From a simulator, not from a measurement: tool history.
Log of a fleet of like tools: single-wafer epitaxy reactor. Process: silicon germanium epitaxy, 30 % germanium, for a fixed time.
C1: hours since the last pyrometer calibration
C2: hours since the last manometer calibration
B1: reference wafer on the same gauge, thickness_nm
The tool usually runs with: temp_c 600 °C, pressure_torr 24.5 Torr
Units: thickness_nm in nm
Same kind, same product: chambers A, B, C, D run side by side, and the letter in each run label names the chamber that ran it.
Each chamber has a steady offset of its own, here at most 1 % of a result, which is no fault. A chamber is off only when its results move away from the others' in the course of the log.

Run 1A, hour 13.5: usual settings; C1 213.3; C2 779.3; B1 73.180. Result: thickness_nm 63.656 nm.
Run 2B, hour 24.8: usual settings; C1 1250.7; C2 189.6; B1 73.169. Result: thickness_nm 63.578 nm.
Run 3D, hour 36.2: usual settings; C1 2209.3; C2 626.2; B1 73.152. Result: thickness_nm 64.322 nm.
Run 4C, hour 50.2: usual settings; C1 959.1; C2 1907.9; B1 73.152. Result: thickness_nm 64.452 nm.
Run 5A, hour 66.1: usual settings; C1 265.9; C2 831.9; B1 73.135. Result: thickness_nm 63.750 nm.
Run 6D, hour 76.0: usual settings; C1 2249.1; C2 666.0; B1 73.118. Result: thickness_nm 64.122 nm.
Run 7C, hour 87.6: usual settings; C1 996.5; C2 1945.3; B1 73.104. Result: thickness_nm 64.427 nm.
Run 8B, hour 96.9: usual settings; C1 1322.8; C2 261.7; B1 73.127. Result: thickness_nm 63.473 nm.
Run 9A, hour 108.1: usual settings; C1 307.9; C2 873.9; B1 73.083. Result: thickness_nm 63.437 nm.
At hour 114.2: chamber D: pyrometer calibrated.
Run 10D, hour 119.1: usual settings but temp_c 607 °C, pressure_torr 29.5 Torr; C1 5.0; C2 709.1; B1 73.089. Result: thickness_nm 78.509 nm.
Run 11B, hour 129.8: usual settings but temp_c 607 °C, pressure_torr 29.5 Torr; C1 1355.7; C2 294.6; B1 73.082. Result: thickness_nm 77.425 nm.
Run 12C, hour 143.5: usual settings but temp_c 607 °C, pressure_torr 29.5 Torr; C1 1052.4; C2 2001.2; B1 73.086. Result: thickness_nm 78.584 nm.
Run 13C, hour 151.1: usual settings but temp_c 607 °C, pressure_torr 29.5 Torr; C1 1060.0; C2 2008.8; B1 73.047. Result: thickness_nm 78.555 nm.
Run 14A, hour 165.2: usual settings; C1 365.0; C2 931.0; B1 73.037. Result: thickness_nm 63.460 nm.
Run 15D, hour 175.5: usual settings but temp_c 589 °C, pressure_torr 27.3 Torr; C1 61.4; C2 765.5; B1 73.036. Result: thickness_nm 54.443 nm.
Run 16B, hour 188.8: usual settings but temp_c 589 °C, pressure_torr 27.3 Torr; C1 1414.7; C2 353.6; B1 73.046. Result: thickness_nm 53.988 nm.
Run 17B, hour 203.8: usual settings but temp_c 589 °C, pressure_torr 27.3 Torr; C1 1429.7; C2 368.6; B1 73.012. Result: thickness_nm 54.045 nm.
Run 18A, hour 216.3: usual settings but temp_c 589 °C, pressure_torr 27.3 Torr; C1 416.1; C2 982.1; B1 73.018. Result: thickness_nm 54.020 nm.
Run 19D, hour 228.5: usual settings; C1 114.4; C2 818.5; B1 72.974. Result: thickness_nm 64.094 nm.
Run 20C, hour 244.4: usual settings; C1 1153.3; C2 2102.1; B1 72.973. Result: thickness_nm 64.230 nm.
Run 21D, hour 252.2: usual settings but temp_c 591 °C, pressure_torr 21.9 Torr; C1 138.1; C2 842.2; B1 72.975. Result: thickness_nm 51.729 nm.
Run 22A, hour 261.3: usual settings but temp_c 591 °C, pressure_torr 21.9 Torr; C1 461.1; C2 1027.1; B1 72.968. Result: thickness_nm 51.316 nm.
Run 23C, hour 275.3: usual settings but temp_c 591 °C, pressure_torr 21.9 Torr; C1 1184.2; C2 2133.0; B1 72.956. Result: thickness_nm 52.103 nm.
Run 24B, hour 290.7: usual settings but temp_c 591 °C, pressure_torr 21.9 Torr; C1 1516.6; C2 455.5; B1 72.920. Result: thickness_nm 51.228 nm.
Run 25B, hour 303.7: usual settings; C1 1529.6; C2 468.5; B1 72.910. Result: thickness_nm 63.027 nm.
Run 26D, hour 314.2: usual settings but pressure_torr 26.3 Torr; C1 200.1; C2 904.2; B1 72.926. Result: thickness_nm 65.846 nm.
Run 27C, hour 326.1: usual settings but pressure_torr 26.3 Torr; C1 1235.0; C2 2183.8; B1 72.906. Result: thickness_nm 66.069 nm.
Run 28A, hour 341.6: usual settings but pressure_torr 26.3 Torr; C1 541.4; C2 1107.4; B1 72.886. Result: thickness_nm 65.211 nm.
Run 29B, hour 350.6: usual settings but pressure_torr 26.3 Torr; C1 1576.5; C2 515.4; B1 72.891. Result: thickness_nm 64.860 nm.
Run 30C, hour 365.8: usual settings; C1 1274.7; C2 2223.5; B1 72.869. Result: thickness_nm 64.265 nm.
Run 31D, hour 376.7: usual settings; C1 262.6; C2 966.7; B1 72.853. Result: thickness_nm 63.842 nm.
Run 32A, hour 384.7: usual settings; C1 584.5; C2 1150.5; B1 72.848. Result: thickness_nm 63.035 nm.
Run 33A, hour 393.6: usual settings; C1 593.4; C2 1159.4; B1 72.847. Result: thickness_nm 63.105 nm.
Run 34C, hour 405.9: usual settings; C1 1314.8; C2 2263.6; B1 72.836. Result: thickness_nm 64.117 nm.
At hour 406.1: chamber B: pyrometer calibrated.
Run 35B, hour 418.0: usual settings; C1 11.9; C2 582.8; B1 72.817. Result: thickness_nm 63.199 nm.

All chambers now run identical settings, listed one chamber a line with results as question marks. What results will each chamber show?
Run 36A, hour 429.5: usual settings. Result: thickness_nm ?.
Run 36B, hour 429.5: usual settings. Result: thickness_nm ?.
Run 36C, hour 429.5: usual settings. Result: thickness_nm ?.
Run 36D, hour 429.5: usual settings. Result: thickness_nm ?.

run  thickness_nm
36A        63.223
36B        63.141
36C        64.146
36D        63.803

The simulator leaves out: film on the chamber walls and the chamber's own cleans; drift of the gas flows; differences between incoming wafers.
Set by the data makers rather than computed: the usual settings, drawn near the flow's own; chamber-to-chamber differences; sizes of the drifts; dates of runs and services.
